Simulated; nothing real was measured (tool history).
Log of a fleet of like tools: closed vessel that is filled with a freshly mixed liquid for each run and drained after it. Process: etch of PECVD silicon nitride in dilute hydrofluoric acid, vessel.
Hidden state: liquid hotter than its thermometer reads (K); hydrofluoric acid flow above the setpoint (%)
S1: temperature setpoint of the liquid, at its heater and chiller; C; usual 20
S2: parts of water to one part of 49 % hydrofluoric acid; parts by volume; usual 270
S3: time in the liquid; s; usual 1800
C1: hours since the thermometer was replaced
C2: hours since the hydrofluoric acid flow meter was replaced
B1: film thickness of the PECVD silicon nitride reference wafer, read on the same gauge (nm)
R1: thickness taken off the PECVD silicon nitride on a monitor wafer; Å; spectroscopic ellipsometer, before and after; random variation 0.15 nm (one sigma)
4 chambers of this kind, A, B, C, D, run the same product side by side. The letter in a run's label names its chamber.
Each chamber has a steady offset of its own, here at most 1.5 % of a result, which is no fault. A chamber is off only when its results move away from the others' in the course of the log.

| run | hour | S1 | S2 | S3 | C1 | C2 | B1 | R1 |
|---|---|---|---|---|---|---|---|---|
| 1B | 4.8 | 20 | 270 | 1800 | 2196.3 | 263.6 | 49.999 | 182.12 |
| 2A | 9.1 | 20 | 270 | 1800 | 1480.4 | 75.8 | 49.999 | 180.15 |
| 3D | 11.7 | 20 | 270 | 1800 | 196.7 | 1048.1 | 49.998 | 180.79 |
| 4C | 16.0 | 20 | 270 | 1800 | 113.3 | 729.8 | 50.007 | 179.06 |
| 5D | 20.6 | 20 | 230 | 2790 | 205.6 | 1057.0 | 50.002 | 331.63 |
| 6A | 23.1 | 20 | 230 | 2790 | 1494.4 | 89.8 | 50.011 | 324.53 |
| 7B | 25.4 | 20 | 230 | 2790 | 2216.9 | 284.2 | 50.013 | 324.15 |
| 8C | 29.9 | 20 | 230 | 2790 | 127.2 | 743.7 | 50.004 | 322.53 |
| 9B | 34.7 | 24 | 380 | 1800 | 2226.2 | 293.5 | 49.991 | 167.28 |
| 10D | 37.1 | 24 | 380 | 1800 | 222.1 | 1073.5 | 50.012 | 165.35 |
| 11A | 41.1 | 24 | 380 | 1800 | 1512.4 | 107.8 | 49.997 | 164.22 |
| 12C | 44.4 | 24 | 380 | 1800 | 141.7 | 758.2 | 50.000 | 164.05 |
| 13B | 48.5 | 17 | 385 | 1800 | 2240.0 | 307.3 | 49.989 | 105.95 |
| 14D | 51.1 | 17 | 385 | 1800 | 236.1 | 1087.5 | 50.003 | 106.34 |
| 15C | 54.7 | 17 | 385 | 1800 | 152.0 | 768.5 | 49.983 | 105.23 |
| 16A | 58.0 | 17 | 385 | 1800 | 1529.3 | 124.7 | 49.991 | 107.98 |
| 17D | 61.9 | 20 | 270 | 1800 | 246.9 | 1098.3 | 49.974 | 179.93 |
| 18C | 66.6 | 20 | 270 | 1800 | 163.9 | 780.4 | 49.992 | 179.22 |
| 19B | 70.6 | 20 | 270 | 1800 | 2262.1 | 329.4 | 50.001 | 178.97 |
| 20A | 73.0 | 20 | 270 | 1800 | 1544.3 | 139.7 | 49.993 | 184.40 |
| 21C | 75.5 | 20 | 270 | 1800 | 172.8 | 789.3 | 49.995 | 181.11 |
| 22D | 78.1 | 20 | 270 | 1800 | 263.1 | 1114.5 | 49.999 | 183.03 |
| 23B | 82.0 | 20 | 270 | 1800 | 2273.5 | 340.8 | 49.994 | 182.07 |
| 24A | 84.8 | 20 | 270 | 1800 | 1556.1 | 151.5 | 50.003 | 186.21 |
| 25A | 89.0 | 20 | 270 | 1800 | 1560.3 | 155.7 | 50.006 | 188.42 |
| 26D | 93.1 | 20 | 270 | 1800 | 278.1 | 1129.5 | 49.988 | 179.17 |
| 27B | 98.0 | 20 | 270 | 1800 | 2289.5 | 356.8 | 50.007 | 180.98 |
| 28C | 102.7 | 17 | 270 | 1330 | 200.0 | 816.5 | 50.012 | 108.10 |
| 29A | 106.1 | 17 | 270 | 1330 | 1577.4 | 172.8 | 50.007 | 116.36 |
| 30D | 109.9 | 17 | 270 | 1330 | 294.9 | 1146.3 | 49.996 | 110.09 |
| 31B | 112.7 | 17 | 270 | 1330 | 2304.2 | 371.5 | 49.995 | 111.07 |
| 32C | 116.0 | 20 | 270 | 1800 | 213.3 | 829.8 | 49.993 | 177.88 |
| 33A | 119.5 | 20 | 270 | 1800 | 1590.8 | 186.2 | 50.002 | 192.95 |
| 34C | 124.4 | 20 | 270 | 1800 | 221.7 | 838.2 | 50.009 | 179.41 |
| 35B | 127.3 | 20 | 270 | 1800 | 2318.8 | 386.1 | 49.980 | 180.91 |
| 36D | 130.0 | 20 | 270 | 1800 | 315.0 | 1166.4 | 49.986 | 180.61 |
| 37C | 134.9 | 20 | 270 | 1800 | 232.2 | 848.7 | 49.992 | 178.36 |
| 38D | 138.1 | 20 | 270 | 1800 | 323.1 | 1174.5 | 49.995 | 181.96 |
| 39A | 142.1 | 20 | 270 | 1800 | 1613.4 | 208.8 | 50.001 | 198.85 |
| 40B | 145.4 | 20 | 270 | 1800 | 2336.9 | 404.2 | 49.985 | 180.13 |
| 41D | 150.3 | 20 | 270 | 1800 | 335.3 | 1186.7 | 50.021 | 181.13 |
| 42A | 154.1 | 20 | 270 | 1800 | 1625.4 | 220.8 | 50.007 | 198.48 |

Next, every chamber runs the same settings. What will each give?
| 43A | 157.6 | 20 | 270 | 1800 |  |  |  | ? |
| 43B | 157.6 | 20 | 270 | 1800 |  |  |  | ? |
| 43C | 157.6 | 20 | 270 | 1800 |  |  |  | ? |
| 43D | 157.6 | 20 | 270 | 1800 |  |  |  | ? |

| run | R1 |
|---|---|
| 43A | 202.18 |
| 43B | 179.47 |
| 43C | 178.13 |
| 43D | 181.32 |
